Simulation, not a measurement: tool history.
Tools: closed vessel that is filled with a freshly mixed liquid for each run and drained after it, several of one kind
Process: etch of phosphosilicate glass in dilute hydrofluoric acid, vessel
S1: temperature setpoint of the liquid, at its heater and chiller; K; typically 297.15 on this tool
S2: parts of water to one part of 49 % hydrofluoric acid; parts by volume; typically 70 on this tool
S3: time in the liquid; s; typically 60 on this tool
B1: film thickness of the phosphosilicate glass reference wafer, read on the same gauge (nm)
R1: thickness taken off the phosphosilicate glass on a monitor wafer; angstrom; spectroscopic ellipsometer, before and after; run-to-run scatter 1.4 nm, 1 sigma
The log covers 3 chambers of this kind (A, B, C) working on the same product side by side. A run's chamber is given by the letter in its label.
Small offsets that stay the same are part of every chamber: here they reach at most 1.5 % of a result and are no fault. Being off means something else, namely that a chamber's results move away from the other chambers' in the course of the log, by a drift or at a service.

run 1C day=0.246 | S1=297.15 S2=70 S3=60 | B1=149.99 | R1=1625.9
run 2A day=0.396 | S1=297.15 S2=70 S3=60 | B1=150.01 | R1=1646.3
run 3B day=0.667 | S1=297.15 S2=70 S3=60 | B1=150.01 | R1=1651.2
run 4C day=0.862 | S1=297.15 S2=70 S3=60 | B1=150.02 | R1=1649.8
run 5A day=1.117 | S1=297.15 S2=70 S3=60 | B1=149.99 | R1=1633.9
run 6B day=1.329 | S1=297.15 S2=70 S3=60 | B1=150 | R1=1644.1
run 7B day=1.483 | S1=297.15 S2=70 S3=60 | B1=150.01 | R1=1666.7
run 8C day=1.812 | S1=297.15 S2=70 S3=60 | B1=150.02 | R1=1654.4
run 9A day=2.008 | S1=292.15 S2=70 S3=30 | B1=150 | R1=664.82
run 10C day=2.275 | S1=292.15 S2=70 S3=30 | B1=149.99 | R1=671.85
run 11B day=2.592 | S1=292.15 S2=70 S3=30 | B1=150.01 | R1=673.79
run 12A day=2.867 | S1=297.15 S2=70 S3=60 | B1=150 | R1=1667.7
run 13B day=3.179 | S1=293.15 S2=70 S3=60 | B1=149.99 | R1=1426.8
run 14C day=3.329 | S1=293.15 S2=70 S3=60 | B1=150 | R1=1457.2
run 15A day=3.629 | S1=293.15 S2=70 S3=60 | B1=150 | R1=1397.7
run 16C day=3.942 | S1=295.15 S2=70 S3=60 | B1=150.01 | R1=1584.9
run 17B day=4.254 | S1=295.15 S2=70 S3=60 | B1=150.01 | R1=1552.4
run 18A day=4.529 | S1=295.15 S2=70 S3=60 | B1=149.98 | R1=1516.2
run 19C day=4.746 | S1=297.15 S2=70 S3=60 | B1=149.98 | R1=1784.1
run 20A day=4.9 | S1=297.15 S2=70 S3=60 | B1=150.02 | R1=1636.9
run 21B day=5.162 | S1=297.15 S2=70 S3=60 | B1=149.98 | R1=1657.8
run 22A day=5.45 | S1=297.15 S2=70 S3=60 | B1=150 | R1=1649.3
run 23B day=5.65 | S1=297.15 S2=70 S3=60 | B1=150 | R1=1673.4
run 24C day=5.867 | S1=297.15 S2=80 S3=35 | B1=150 | R1=910.78

Which is it: a chamber that has drifted or been left off by a service, a gauge drift common to all chambers, or only each chamber's usual small offset? If a chamber is off, name it and its likeliest cause.

Chamber C drifts away from the others.
What lies behind it: hydrofluoric acid flow above the setpoint (%) = 8.06.
The log may not tell that from: liquid hotter than its thermometer reads (K).

Which of the 4 candidates below, each the usual settings with something changed and its results left as question marks, puts chamber C back in line with what the other chambers give on the usual settings?
A result is in line if it is within this distance of the other chambers' mean on the usual settings: R1 50 angstrom
run 25C-1 day=6.104 | S1=295.15 S2=70 S3=60 | R1=?
run 25C-2 day=6.104 | S1=297.15 S2=65 S3=60 | R1=?
run 25C-3 day=6.104 | S1=297.65 S2=65 S3=65 | R1=?
run 25C-4 day=6.104 | S1=297.15 S2=70 S3=50 | R1=?

On the usual settings, the other chambers give on average: R1 1653.8 angstrom
run=25C-1 R1=1649.3
run=25C-2 R1=1939.6
run=25C-3 R1=2144.4
run=25C-4 R1=1491.2
The right change is 25C-1: it brings the chamber back within the allowed miss of the others.

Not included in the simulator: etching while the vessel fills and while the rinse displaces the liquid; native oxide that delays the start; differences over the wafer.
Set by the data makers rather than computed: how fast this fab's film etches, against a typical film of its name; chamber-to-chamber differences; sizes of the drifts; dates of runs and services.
